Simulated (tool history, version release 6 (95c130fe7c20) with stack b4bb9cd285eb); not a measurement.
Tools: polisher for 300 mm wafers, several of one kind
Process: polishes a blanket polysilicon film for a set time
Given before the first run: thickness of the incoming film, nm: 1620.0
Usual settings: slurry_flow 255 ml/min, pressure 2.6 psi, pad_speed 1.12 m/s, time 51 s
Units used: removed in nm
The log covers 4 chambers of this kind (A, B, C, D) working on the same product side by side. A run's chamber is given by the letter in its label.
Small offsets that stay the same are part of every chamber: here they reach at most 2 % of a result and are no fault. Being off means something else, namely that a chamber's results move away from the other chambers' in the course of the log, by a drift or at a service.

| run | hour | slurry_flow | pressure | pad_speed | time | wafers polished on this pad | hours since the slurry nozzle was cleaned | hours since the head pressure was calibrated | removed |
|---|---|---|---|---|---|---|---|---|---|
|  | 4.3 | chamber D: worn pad replaced by a new one |
| 1D | 10 | 255 | 2.6 | 1.12 | 51 | 68 | 31.3 | 508.3 | 404.5 |
| 2A | 18.8 | 255 | 2.6 | 1.12 | 51 | 467 | 313.6 | 462.8 | 406.88 |
| 3B | 27 | 255 | 2.6 | 1.12 | 51 | 497 | 101.4 | 424.2 | 391.93 |
| 4C | 37.3 | 255 | 2.6 | 1.12 | 51 | 755 | 211.6 | 415.8 | 397.53 |
|  | 38.1 | chamber B: worn pad replaced by a new one |
| 5A | 43.7 | 255 | 2.6 | 1.12 | 51 | 765 | 338.5 | 487.7 | 408.21 |
| 6D | 50.8 | 255 | 2.6 | 1.12 | 51 | 556 | 72.1 | 549.1 | 416.26 |
|  | 54 | chamber A: worn pad replaced by a new one |
| 7C | 59.9 | 255 | 2.6 | 1.12 | 51 | 1026 | 234.2 | 438.4 | 401.75 |
| 8B | 67.4 | 255 | 3 | 1.12 | 51 | 350 | 141.8 | 464.6 | 453.83 |
| 9C | 74.5 | 255 | 3 | 1.12 | 51 | 1200 | 248.8 | 453 | 457.95 |
|  | 76.9 | chamber D: worn pad replaced by a new one |
| 10B | 83.1 | 255 | 3 | 1.12 | 51 | 538 | 157.5 | 480.3 | 457.39 |
| 11A | 93.3 | 255 | 3 | 1.12 | 51 | 470 | 388.1 | 537.3 | 473.78 |
|  | 96.5 | chamber C: worn pad replaced by a new one |
| 12D | 98.7 | 255 | 2.6 | 1.12 | 51 | 261 | 120 | 597 | 411.46 |
|  | 102.7 | chamber B: worn pad replaced by a new one |
| 13D | 103.6 | 340 | 2.1 | 1.12 | 51 | 319 | 124.9 | 601.9 | 346.58 |
| 14C | 113.2 | 340 | 2.1 | 1.12 | 51 | 200 | 287.5 | 491.7 | 334.52 |
|  | 113.8 | chamber C: head pressure recalibrated |
| 15B | 120.4 | 340 | 2.1 | 1.12 | 51 | 212 | 194.8 | 517.6 | 326.89 |
| 16A | 125.8 | 340 | 2.1 | 1.12 | 51 | 858 | 420.6 | 569.8 | 339.34 |
|  | 127.5 | chamber A: worn pad replaced by a new one |
| 17A | 131.4 | 255 | 2.6 | 1.12 | 51 | 47 | 426.2 | 575.4 | 411.85 |
| 18D | 140.7 | 255 | 2.6 | 1.12 | 51 | 763 | 162 | 639 | 421.52 |
|  | 141.5 | chamber D: worn pad replaced by a new one |
| 19C | 146 | 255 | 2.6 | 1.12 | 51 | 592 | 320.3 | 32.2 | 406.25 |
| 20B | 153.4 | 255 | 2.6 | 1.12 | 51 | 607 | 227.8 | 550.6 | 398.5 |
| 21A | 160.1 | 255 | 2.6 | 1.12 | 51 | 390 | 454.9 | 604.1 | 401.13 |
|  | 161.8 | chamber B: worn pad replaced by a new one |
| 22B | 168.8 | 255 | 2.6 | 1.12 | 51 | 84 | 243.2 | 566 | 393.43 |
| 23C | 178.9 | 255 | 2.6 | 1.12 | 51 | 985 | 353.2 | 65.1 | 398.6 |
|  | 187.5 | chamber A: worn pad replaced by a new one |
| 24D | 188.6 | 255 | 2.6 | 1.12 | 51 | 564 | 209.9 | 686.9 | 425.91 |
| 25D | 193.8 | 255 | 2.6 | 1.12 | 51 | 626 | 215.1 | 692.1 | 426.84 |
| 26B | 202.4 | 255 | 2.6 | 1.12 | 51 | 486 | 276.8 | 599.6 | 395.34 |
| 27C | 207.4 | 255 | 2.6 | 1.12 | 51 | 1326 | 381.7 | 93.6 | 405.74 |
|  | 213.5 | chamber B: worn pad replaced by a new one |
|  | 214.6 | chamber C: slurry nozzle cleaned |
| 28A | 215.4 | 255 | 2.6 | 1.12 | 51 | 334 | 510.2 | 659.4 | 400.25 |
|  | 216.9 | chamber D: worn pad replaced by a new one |
| 29B | 220.1 | 255 | 2.6 | 1.12 | 51 | 79 | 294.5 | 617.3 | 399.15 |
|  | 222.5 | chamber C: worn pad replaced by a new one |
| 30A | 230.8 | 255 | 2.6 | 1.12 | 51 | 518 | 525.6 | 674.8 | 410.83 |
| 31C | 240.8 | 255 | 2.6 | 1.12 | 51 | 219 | 26.2 | 127 | 407.5 |
| 32D | 251.3 | 255 | 2.6 | 1.12 | 51 | 411 | 272.6 | 749.6 | 436.21 |
| 33C | 256.7 | 255 | 2.6 | 1.12 | 51 | 409 | 42.1 | 142.9 | 401.07 |
|  | 259.3 | chamber A: worn pad replaced by a new one |
| 34D | 261.7 | 255 | 2.6 | 1.12 | 51 | 535 | 283 | 760 | 441.03 |
|  | 268 | chamber B: worn pad replaced by a new one |
| 35A | 268.6 | 255 | 2.6 | 1.12 | 51 | 111 | 563.4 | 712.6 | 402.78 |
| 36B | 277.1 | 255 | 2.6 | 1.12 | 51 | 109 | 351.5 | 674.3 | 394.54 |
|  | 284.4 | chamber A: slurry nozzle cleaned |
| 37B | 284.9 | 255 | 2.6 | 1.12 | 51 | 203 | 359.3 | 682.1 | 398.73 |
|  | 294.8 | chamber D: worn pad replaced by a new one |
| 38A | 295.5 | 185 | 2.6 | 1.12 | 44 | 433 | 11.2 | 739.5 | 335.36 |
| 39D | 301.7 | 185 | 2.6 | 1.12 | 44 | 82 | 323 | 800 | 366.97 |

Is one chamber out of step, is the gauge drifting, or do the chambers differ by no more than their own small offsets? For an off chamber, give its letter and the likeliest cause.

Little by little, chamber D moves away from the other chambers.
Cause: head's pressure above its setpoint, % = 9.55.

Which of the 4 candidates below, each the usual settings with something changed and its results left as question marks, puts chamber D back in line with what the other chambers give on the usual settings?
In-line tolerance around the mean of the other chambers on the usual settings: removed 14 nm
| 40D-1 | 309.5 | 255 | 2.4 | 1.04 | 48 |  |  |  | ? |
| 40D-2 | 309.5 | 255 | 2.7 | 1.18 | 51 |  |  |  | ? |
| 40D-3 | 309.5 | 255 | 2.5 | 1.08 | 50 |  |  |  | ? |
| 40D-4 | 309.5 | 260 | 2.6 | 1.12 | 63 |  |  |  | ? |

The mean the other chambers reach with the usual settings: removed 401.86 nm
| run | removed |
|---|---|
| 40D-1 | 356.98 |
| 40D-2 | 482.96 |
| 40D-3 | 401.93 |
| 40D-4 | 546.9 |
40D-3 is the one that brings the chamber's results back in line with the other chambers.
